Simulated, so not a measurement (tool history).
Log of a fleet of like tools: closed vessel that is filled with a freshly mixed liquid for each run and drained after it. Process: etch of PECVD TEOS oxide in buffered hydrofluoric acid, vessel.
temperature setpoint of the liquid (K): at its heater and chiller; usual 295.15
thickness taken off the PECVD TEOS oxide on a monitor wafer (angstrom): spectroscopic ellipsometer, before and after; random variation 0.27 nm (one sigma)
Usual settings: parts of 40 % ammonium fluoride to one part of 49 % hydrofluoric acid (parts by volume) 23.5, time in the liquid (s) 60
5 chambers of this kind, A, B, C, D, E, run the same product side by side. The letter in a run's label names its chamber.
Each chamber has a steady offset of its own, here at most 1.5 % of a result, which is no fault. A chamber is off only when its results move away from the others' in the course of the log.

run,hour,temperature setpoint of the liquid (K),parts of 40 % ammonium fluoride to one part of 49 % hydrofluoric acid (parts by volume),time in the liquid (s),hours since the thermometer was replaced,hours since the hydrofluoric acid flow meter was replaced,"read-back film thickness of the PECVD TEOS oxide reference wafer, read on the same gauge (nm)",thickness taken off the PECVD TEOS oxide on a monitor wafer (angstrom)
1A,7.4,295.15,23.5,60,2617.2,624.0,130.03,303.49
2E,16.2,295.15,23.5,60,525.7,56.7,129.99,301.63
3D,23.3,295.15,23.5,60,848.8,1496.8,130.05,307.10
4C,32.5,295.15,23.5,60,1505.3,807.1,129.99,301.76
5B,40.2,295.15,23.5,60,159.2,100.7,130.02,305.75
6B,45.8,295.15,23.5,60,164.8,106.3,129.92,303.20
7E,54.0,295.15,23.5,60,563.5,94.5,130.00,299.22
8C,62.1,295.15,23.5,60,1534.9,836.7,129.96,310.35
9D,69.0,295.15,23.5,60,894.5,1542.5,130.01,303.70
10A,78.4,295.15,23.5,60,2688.2,695.0,130.03,298.41
11C,86.1,295.15,23.5,60,1558.9,860.7,130.01,305.21
12B,95.9,292.65,30.0,60,214.9,156.4,129.99,220.38
13A,104.5,292.65,30.0,60,2714.3,721.1,129.98,217.48
# hour 106.9: chamber A: thermometer replaced
14D,109.7,292.65,30.0,60,935.2,1583.2,129.99,222.47
15E,121.2,292.65,30.0,60,630.7,161.7,130.01,218.93
16E,129.0,292.65,30.0,60,638.5,169.5,129.99,220.04
# hour 134.8: chamber D: thermometer replaced
17C,136.8,295.15,23.5,60,1609.6,911.4,130.03,304.86
# hour 137.5: chamber D: hydrofluoric acid flow meter replaced
18D,145.8,295.15,23.5,60,11.0,8.4,130.01,299.42
19B,151.9,295.15,23.5,60,270.9,212.4,130.05,303.50
20A,160.1,295.15,23.5,60,53.3,776.7,129.98,303.28
21C,167.5,295.15,15.0,60,1640.3,942.1,130.02,455.52
22B,176.6,295.15,15.0,60,295.6,237.1,129.98,456.47
23E,187.7,295.15,15.0,60,697.2,228.2,129.98,439.49
24D,195.4,295.15,15.0,60,60.6,58.0,130.01,442.32
25A,200.6,295.15,15.0,60,93.8,817.2,130.03,448.41
26D,209.9,295.15,23.5,60,75.1,72.5,129.98,301.36
27B,217.6,295.15,23.5,60,336.6,278.1,129.95,303.40
# hour 224.3: chamber E: thermometer replaced
28E,225.9,295.15,23.5,60,1.7,266.4,130.00,302.46
29C,236.6,295.15,30.0,45,1709.4,1011.2,130.02,196.67
30A,243.4,295.15,30.0,45,136.6,860.0,129.98,191.01
31A,251.2,295.15,30.0,45,144.4,867.8,129.99,193.19
32B,258.1,295.15,30.0,45,377.1,318.6,129.98,191.51
33E,266.4,295.15,30.0,45,42.2,306.9,129.94,189.74
34C,272.0,295.15,23.5,60,1744.8,1046.6,130.02,309.38
35D,282.0,295.15,23.5,60,147.2,144.6,129.98,303.96
36D,288.5,295.15,23.5,60,153.7,151.1,130.00,306.95
37E,293.5,295.15,23.5,60,69.3,334.0,130.03,299.36
38C,300.8,295.15,23.5,60,1773.6,1075.4,129.99,304.95

What goes on in this fleet: one chamber off, a drifting gauge, or nothing beyond the chambers' own small offsets? Name the chamber and the cause, if any.

No chamber stands off beyond its own small offset, and the gauge holds steady.

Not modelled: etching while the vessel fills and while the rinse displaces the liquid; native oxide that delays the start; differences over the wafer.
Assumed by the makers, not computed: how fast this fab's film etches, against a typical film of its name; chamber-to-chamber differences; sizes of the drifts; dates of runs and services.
